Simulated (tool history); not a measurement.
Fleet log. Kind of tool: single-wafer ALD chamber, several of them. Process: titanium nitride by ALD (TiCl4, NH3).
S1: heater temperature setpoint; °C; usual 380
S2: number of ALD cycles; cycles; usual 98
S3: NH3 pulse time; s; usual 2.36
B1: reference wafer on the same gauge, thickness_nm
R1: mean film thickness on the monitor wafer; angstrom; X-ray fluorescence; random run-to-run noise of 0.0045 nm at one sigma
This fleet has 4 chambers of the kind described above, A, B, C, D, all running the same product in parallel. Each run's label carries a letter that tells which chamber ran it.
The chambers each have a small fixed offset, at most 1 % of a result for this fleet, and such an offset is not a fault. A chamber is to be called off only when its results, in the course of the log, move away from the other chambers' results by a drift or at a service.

{"run": "1C", "day": 0.533, "S1": 380, "S2": 98, "S3": 2.36, "B1": 2.4193, "R1": 21.525}
{"run": "2D", "day": 0.829, "S1": 380, "S2": 98, "S3": 2.36, "B1": 2.4205, "R1": 21.408}
{"run": "3A", "day": 1.454, "S1": 380, "S2": 98, "S3": 2.36, "B1": 2.4194, "R1": 21.492}
{"run": "4B", "day": 2.046, "S1": 380, "S2": 98, "S3": 2.36, "B1": 2.4195, "R1": 21.429}
{"run": "5B", "day": 2.55, "S1": 387, "S2": 98, "S3": 2.05, "B1": 2.4199, "R1": 21.312}
{"run": "6C", "day": 2.962, "S1": 387, "S2": 98, "S3": 2.05, "B1": 2.4194, "R1": 21.504}
{"run": "7D", "day": 3.425, "S1": 387, "S2": 98, "S3": 2.05, "B1": 2.4203, "R1": 21.321}
{"run": "8A", "day": 3.933, "S1": 387, "S2": 98, "S3": 2.05, "B1": 2.4192, "R1": 21.502}
{"run": "9B", "day": 4.525, "S1": 380, "S2": 98, "S3": 2.36, "B1": 2.4194, "R1": 21.302}
{"run": "10C", "day": 4.808, "S1": 385, "S2": 98, "S3": 1.95, "B1": 2.4198, "R1": 21.53}
{"run": "11D", "day": 5.167, "S1": 385, "S2": 98, "S3": 1.95, "B1": 2.4201, "R1": 21.236}
{"run": "12A", "day": 5.592, "S1": 385, "S2": 98, "S3": 1.95, "B1": 2.4205, "R1": 21.376}
{"run": "13D", "day": 5.95, "S1": 385, "S2": 98, "S3": 1.95, "B1": 2.4209, "R1": 21.243}
{"run": "14A", "day": 6.371, "S1": 380, "S2": 98, "S3": 2.36, "B1": 2.4198, "R1": 21.565}
{"run": "15C", "day": 6.775, "S1": 380, "S2": 98, "S3": 2.36, "B1": 2.4191, "R1": 21.647}
{"run": "16B", "day": 7.333, "S1": 380, "S2": 98, "S3": 2.36, "B1": 2.4208, "R1": 21.304}
{"run": "17C", "day": 7.908, "S1": 380, "S2": 98, "S3": 2.36, "B1": 2.4193, "R1": 21.624}
{"run": "18B", "day": 8.267, "S1": 380, "S2": 98, "S3": 2.36, "B1": 2.4194, "R1": 21.391}
{"run": "19D", "day": 8.6, "S1": 380, "S2": 98, "S3": 2.36, "B1": 2.4193, "R1": 21.385}
{"run": "20A", "day": 9.058, "S1": 380, "S2": 98, "S3": 2.36, "B1": 2.4197, "R1": 21.501}
{"run": "21C", "day": 9.388, "S1": 380, "S2": 87, "S3": 1.79, "B1": 2.4202, "R1": 18.879}
{"run": "22A", "day": 9.796, "S1": 380, "S2": 87, "S3": 1.79, "B1": 2.4185, "R1": 18.768}
{"run": "23D", "day": 10.167, "S1": 380, "S2": 87, "S3": 1.79, "B1": 2.4204, "R1": 18.656}
{"run": "24B", "day": 10.504, "S1": 380, "S2": 87, "S3": 1.79, "B1": 2.42, "R1": 18.637}
{"run": "25A", "day": 10.879, "S1": 380, "S2": 98, "S3": 2.36, "B1": 2.4189, "R1": 21.524}
{"run": "26C", "day": 11.45, "S1": 380, "S2": 98, "S3": 2.36, "B1": 2.4188, "R1": 21.568}

For the next run the whole fleet of 4 chambers uses the same settings. Give each chamber's results:
{"run": "27A", "day": 11.912, "S1": 385, "S2": 98, "S3": 2.36, "R1": "?"}
{"run": "27B", "day": 11.912, "S1": 385, "S2": 98, "S3": 2.36, "R1": "?"}
{"run": "27C", "day": 11.912, "S1": 385, "S2": 98, "S3": 2.36, "R1": "?"}
{"run": "27D", "day": 11.912, "S1": 385, "S2": 98, "S3": 2.36, "R1": "?"}

run=27A R1=21.597
run=27B R1=21.392
run=27C R1=21.689
run=27D R1=21.381
